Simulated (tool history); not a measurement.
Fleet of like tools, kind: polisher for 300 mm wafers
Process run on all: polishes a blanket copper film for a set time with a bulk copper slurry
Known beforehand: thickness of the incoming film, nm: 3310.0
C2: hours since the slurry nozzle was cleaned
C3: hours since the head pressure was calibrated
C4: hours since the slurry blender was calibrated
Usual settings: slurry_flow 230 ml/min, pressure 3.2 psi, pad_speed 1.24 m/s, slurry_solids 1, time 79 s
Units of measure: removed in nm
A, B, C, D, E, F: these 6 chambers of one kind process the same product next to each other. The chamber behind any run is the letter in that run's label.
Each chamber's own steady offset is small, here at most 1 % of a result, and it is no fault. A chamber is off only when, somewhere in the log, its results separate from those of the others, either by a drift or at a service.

run 1C hour=4.2 | slurry_flow=230 pressure=3.2 pad_speed=1.24 slurry_solids=1 time=79 | wafers_polished_on_this_pad=1039 C2=166.2 C3=542.1 C4=258.2 | removed=957.76
run 2B hour=6.4 | slurry_flow=230 pressure=3.2 pad_speed=1.24 slurry_solids=1 time=79 | wafers_polished_on_this_pad=544 C2=116.3 C3=193.1 C4=102.2 | removed=951.95
run 3A hour=9.6 | slurry_flow=230 pressure=3.2 pad_speed=1.24 slurry_solids=1 time=79 | wafers_polished_on_this_pad=916 C2=126.3 C3=1101.4 C4=123.9 | removed=958.81
-- hour=12.5 chamber C: worn pad replaced by a new one
run 4F hour=13.1 | slurry_flow=230 pressure=3.2 pad_speed=1.24 slurry_solids=1 time=79 | wafers_polished_on_this_pad=462 C2=339.8 C3=38.1 C4=292.5 | removed=943.94
-- hour=13.8 chamber B: worn pad replaced by a new one
run 5E hour=15 | slurry_flow=230 pressure=2.4 pad_speed=1.24 slurry_solids=1 time=79 | wafers_polished_on_this_pad=341 C2=356.4 C3=329 C4=131.6 | removed=706.92
-- hour=16 chamber D: worn pad replaced by a new one
-- hour=17.4 chamber A: slurry blender recalibrated
run 6D hour=18 | slurry_flow=230 pressure=2.4 pad_speed=1.24 slurry_solids=1 time=79 | wafers_polished_on_this_pad=10 C2=21.4 C3=81.6 C4=347 | removed=714.51
run 7C hour=20.2 | slurry_flow=230 pressure=2.4 pad_speed=1.24 slurry_solids=1 time=79 | wafers_polished_on_this_pad=39 C2=182.2 C3=558.1 C4=274.2 | removed=720.28
-- hour=21.4 chamber F: worn pad replaced by a new one
-- hour=21.9 chamber A: worn pad replaced by a new one
run 8B hour=23.1 | slurry_flow=230 pressure=2.4 pad_speed=1.24 slurry_solids=1 time=79 | wafers_polished_on_this_pad=48 C2=133 C3=209.8 C4=118.9 | removed=702.04
run 9E hour=25.7 | slurry_flow=230 pressure=2.4 pad_speed=1.24 slurry_solids=1 time=79 | wafers_polished_on_this_pad=396 C2=367.1 C3=339.7 C4=142.3 | removed=731.59
run 10D hour=27.9 | slurry_flow=230 pressure=2.4 pad_speed=1.24 slurry_solids=1 time=79 | wafers_polished_on_this_pad=61 C2=31.3 C3=91.5 C4=356.9 | removed=713.33
run 11A hour=30.8 | slurry_flow=230 pressure=3.2 pad_speed=1.24 slurry_solids=1 time=79 | wafers_polished_on_this_pad=46 C2=147.5 C3=1122.6 C4=13.4 | removed=956.05
-- hour=31.9 chamber D: slurry blender recalibrated
run 12F hour=33.7 | slurry_flow=230 pressure=3.2 pad_speed=1.24 slurry_solids=1 time=79 | wafers_polished_on_this_pad=63 C2=360.4 C3=58.7 C4=313.1 | removed=962.93
run 13A hour=36.6 | slurry_flow=230 pressure=3.2 pad_speed=1.24 slurry_solids=1 time=79 | wafers_polished_on_this_pad=76 C2=153.3 C3=1128.4 C4=19.2 | removed=953.03
run 14F hour=39.6 | slurry_flow=230 pressure=3.2 pad_speed=1.24 slurry_solids=1 time=79 | wafers_polished_on_this_pad=94 C2=366.3 C3=64.6 C4=319 | removed=967.71
run 15E hour=43.4 | slurry_flow=300 pressure=2.2 pad_speed=1.24 slurry_solids=1 time=79 | wafers_polished_on_this_pad=487 C2=384.8 C3=357.4 C4=160 | removed=666.08
run 16D hour=46.3 | slurry_flow=300 pressure=2.2 pad_speed=1.24 slurry_solids=1 time=79 | wafers_polished_on_this_pad=156 C2=49.7 C3=109.9 C4=14.4 | removed=682.78
run 17C hour=49 | slurry_flow=300 pressure=2.2 pad_speed=1.24 slurry_solids=1 time=79 | wafers_polished_on_this_pad=188 C2=211 C3=586.9 C4=303 | removed=669.96
run 18B hour=51.7 | slurry_flow=300 pressure=2.2 pad_speed=1.24 slurry_solids=1 time=79 | wafers_polished_on_this_pad=195 C2=161.6 C3=238.4 C4=147.5 | removed=674.33
-- hour=54.5 chamber A: head pressure recalibrated
run 19B hour=55.9 | slurry_flow=300 pressure=2.2 pad_speed=1.24 slurry_solids=1 time=79 | wafers_polished_on_this_pad=217 C2=165.8 C3=242.6 C4=151.7 | removed=667.67
-- hour=56.3 chamber C: slurry blender recalibrated
run 20F hour=58.6 | slurry_flow=300 pressure=2.2 pad_speed=1.24 slurry_solids=1 time=79 | wafers_polished_on_this_pad=192 C2=385.3 C3=83.6 C4=338 | removed=685.89
run 21C hour=60.6 | slurry_flow=230 pressure=4.3 pad_speed=1.24 slurry_solids=1 time=53 | wafers_polished_on_this_pad=248 C2=222.6 C3=598.5 C4=4.3 | removed=877.93
run 22D hour=64.1 | slurry_flow=230 pressure=4.3 pad_speed=1.24 slurry_solids=1 time=53 | wafers_polished_on_this_pad=248 C2=67.5 C3=127.7 C4=32.2 | removed=864.64
run 23A hour=66.9 | slurry_flow=230 pressure=4.3 pad_speed=1.24 slurry_solids=1 time=53 | wafers_polished_on_this_pad=232 C2=183.6 C3=12.4 C4=49.5 | removed=851.1
-- hour=69.3 chamber C: head pressure recalibrated
run 24E hour=70.6 | slurry_flow=230 pressure=4.3 pad_speed=1.24 slurry_solids=1 time=53 | wafers_polished_on_this_pad=628 C2=412 C3=384.6 C4=187.2 | removed=855.29
-- hour=71.1 chamber E: head pressure recalibrated
run 25E hour=74.2 | slurry_flow=230 pressure=4.3 pad_speed=1.24 slurry_solids=1 time=53 | wafers_polished_on_this_pad=646 C2=415.6 C3=3.2 C4=190.8 | removed=864.14
run 26F hour=76.5 | slurry_flow=230 pressure=4.3 pad_speed=1.24 slurry_solids=1 time=53 | wafers_polished_on_this_pad=284 C2=403.2 C3=101.5 C4=355.9 | removed=863.03
run 27B hour=78.8 | slurry_flow=230 pressure=4 pad_speed=1.24 slurry_solids=1 time=79 | wafers_polished_on_this_pad=335 C2=188.7 C3=265.5 C4=174.6 | removed=1175
run 28D hour=81.2 | slurry_flow=230 pressure=4 pad_speed=1.24 slurry_solids=1 time=79 | wafers_polished_on_this_pad=336 C2=84.6 C3=144.8 C4=49.3 | removed=1201.9
run 29C hour=85.5 | slurry_flow=230 pressure=4 pad_speed=1.24 slurry_solids=1 time=79 | wafers_polished_on_this_pad=377 C2=247.5 C3=16.3 C4=29.2 | removed=1211.1
run 30A hour=89.2 | slurry_flow=230 pressure=4 pad_speed=1.24 slurry_solids=1 time=79 | wafers_polished_on_this_pad=347 C2=205.9 C3=34.7 C4=71.8 | removed=1206.7
run 31D hour=91.6 | slurry_flow=230 pressure=4 pad_speed=1.24 slurry_solids=1 time=79 | wafers_polished_on_this_pad=390 C2=95 C3=155.2 C4=59.7 | removed=1209.2
run 32E hour=94.6 | slurry_flow=230 pressure=4 pad_speed=1.24 slurry_solids=1 time=79 | wafers_polished_on_this_pad=752 C2=436 C3=23.6 C4=211.2 | removed=1202.4
run 33F hour=96.6 | slurry_flow=230 pressure=3.2 pad_speed=1.24 slurry_solids=1 time=79 | wafers_polished_on_this_pad=388 C2=423.3 C3=121.6 C4=376 | removed=948.82
run 34B hour=100.5 | slurry_flow=230 pressure=3.2 pad_speed=1.24 slurry_solids=1 time=79 | wafers_polished_on_this_pad=447 C2=210.4 C3=287.2 C4=196.3 | removed=927.24
run 35A hour=102.8 | slurry_flow=230 pressure=3.2 pad_speed=1.24 slurry_solids=1 time=79 | wafers_polished_on_this_pad=418 C2=219.5 C3=48.3 C4=85.4 | removed=947.55
run 36C hour=106.3 | slurry_flow=230 pressure=3.2 pad_speed=1.24 slurry_solids=1 time=79 | wafers_polished_on_this_pad=484 C2=268.3 C3=37.1 C4=50 | removed=946.62
run 37E hour=110.2 | slurry_flow=230 pressure=3.2 pad_speed=1.24 slurry_solids=1 time=79 | wafers_polished_on_this_pad=832 C2=451.6 C3=39.2 C4=226.8 | removed=951.03
run 38A hour=113.5 | slurry_flow=230 pressure=3.2 pad_speed=1.24 slurry_solids=1 time=79 | wafers_polished_on_this_pad=473 C2=230.2 C3=59 C4=96.1 | removed=952.45
run 39C hour=116.8 | slurry_flow=230 pressure=3.2 pad_speed=1.24 slurry_solids=1 time=79 | wafers_polished_on_this_pad=538 C2=278.8 C3=47.6 C4=60.5 | removed=958.6
run 40B hour=121 | slurry_flow=230 pressure=3.2 pad_speed=1.24 slurry_solids=1.15 time=79 | wafers_polished_on_this_pad=553 C2=230.9 C3=307.7 C4=216.8 | removed=964.76
-- hour=122.8 chamber F: worn pad replaced by a new one
run 41F hour=123.7 | slurry_flow=230 pressure=3.2 pad_speed=1.24 slurry_solids=1.15 time=79 | wafers_polished_on_this_pad=5 C2=450.4 C3=148.7 C4=403.1 | removed=978.46
run 42D hour=125.5 | slurry_flow=230 pressure=3.2 pad_speed=1.24 slurry_solids=1.15 time=79 | wafers_polished_on_this_pad=565 C2=128.9 C3=189.1 C4=93.6 | removed=1007.5
run 43A hour=129.1 | slurry_flow=230 pressure=3.2 pad_speed=1.24 slurry_solids=1.15 time=79 | wafers_polished_on_this_pad=553 C2=245.8 C3=74.6 C4=111.7 | removed=994.75
run 44B hour=131.7 | slurry_flow=230 pressure=3.2 pad_speed=1.24 slurry_solids=1.15 time=79 | wafers_polished_on_this_pad=608 C2=241.6 C3=318.4 C4=227.5 | removed=971.26

One chamber off, gauge drift, or nothing amiss beyond the chambers' own small offsets? If it is a chamber, which one, and what is the likeliest cause?

No chamber is off and the gauge is stable; the differences are just each chamber's small, constant offset.
